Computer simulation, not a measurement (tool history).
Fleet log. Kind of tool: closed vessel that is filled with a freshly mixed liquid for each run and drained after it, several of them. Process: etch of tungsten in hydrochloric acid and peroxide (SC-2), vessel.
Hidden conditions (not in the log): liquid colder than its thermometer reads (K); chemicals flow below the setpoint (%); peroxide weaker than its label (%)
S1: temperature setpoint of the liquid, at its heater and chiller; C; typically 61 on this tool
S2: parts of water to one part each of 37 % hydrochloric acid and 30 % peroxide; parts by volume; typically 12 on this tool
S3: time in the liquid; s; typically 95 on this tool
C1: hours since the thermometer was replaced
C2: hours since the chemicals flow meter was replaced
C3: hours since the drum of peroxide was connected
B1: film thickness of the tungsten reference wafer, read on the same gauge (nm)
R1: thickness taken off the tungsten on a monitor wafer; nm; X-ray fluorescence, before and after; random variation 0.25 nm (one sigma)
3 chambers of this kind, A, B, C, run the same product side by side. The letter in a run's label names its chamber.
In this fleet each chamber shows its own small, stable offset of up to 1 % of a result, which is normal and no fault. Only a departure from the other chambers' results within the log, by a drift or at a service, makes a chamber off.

run   hour    S1    S2  S3      C1      C2     C3      B1      R1
 1A    6.5    61    12  95  1900.7   536.9  172.3  100.01  36.037
 2B   12.8    61    12  95  2064.8  1943.3    189  100.02  35.963
 3C   26.5    61    12  95   494.2   807.2  125.4  100.01  35.277
 4B   36.2    61    12  95  2088.2  1966.7  212.4  100.02  36.064
 5A     47    61    12  95  1941.2   577.4  212.8  100.03  35.804
 6C   58.1    61    12  95   525.8   838.8    157     100  35.723
 7C   72.7    61    12  95   540.4   853.4  171.6  100.01  35.772
 8A   86.9    61    12  95  1981.1   617.3  252.7  100.01  35.434
 9B   97.1    61    12  95  2149.1  2027.6  273.3  99.988  36.127
10A  110.5    61    12  95  2004.7   640.9  276.3  99.994  36.217
11C  124.5    61    12  95   592.2   905.2  223.4  99.965  34.869
12B  137.9    61    12  95  2189.9  2068.4  314.1  100.01  35.947
13A  145.8    61    12  95    2040   676.2  311.6  100.01  35.901
     146.6  -- chamber B: thermometer replaced
14B  157.8    61    12  95    11.3  2088.3    334  100.02  35.785
15C    169    61    12  95   636.7   949.7  267.9  99.978  34.641
16A  175.8  55.5    12  55    2070   706.2  341.6  99.986  14.581
17C  189.8  55.5    12  55   657.5   970.5  288.7  99.987  14.166
18B  200.4  55.5    12  55    53.9  2130.9  376.6  99.996  14.728
19C  207.7    61    12  95   675.4   988.4  306.6  99.978  34.294
20B  218.5    61    12  95      72    2149  394.7  99.994  36.127
21A  225.4    61    12  95  2119.6   755.8  391.2  100.02  35.632
       233  -- chamber A: thermometer replaced
22C  239.6    61    12  95   707.3  1020.3  338.5     100  33.779
23B  253.6    61  14.5  55   107.1  2184.1  429.8  99.989   17.75
24A  266.9    61  14.5  55    33.9   797.3  432.7  99.999  17.655
25A  280.8    61  14.5  55    47.8   811.2  446.6  100.01  17.556
26B  289.2    61    12  95   142.7  2219.7  465.4  100.02  35.951
27C  299.1    61    12  95   766.8  1079.8    398  99.984  33.141
28B  309.5    61    12  95     163    2240  485.7  100.01  36.128
29A    320    61    12  95      87   850.4  485.8  99.992  35.752

All 3 chambers run these settings next. Forecast each chamber's results:
30A  330.5  61  9.5  95                   ?
30B  330.5  61  9.5  95                   ?
30C  330.5  61  9.5  95                   ?

run      R1
30A  43.942
30B  43.616
30C   39.68

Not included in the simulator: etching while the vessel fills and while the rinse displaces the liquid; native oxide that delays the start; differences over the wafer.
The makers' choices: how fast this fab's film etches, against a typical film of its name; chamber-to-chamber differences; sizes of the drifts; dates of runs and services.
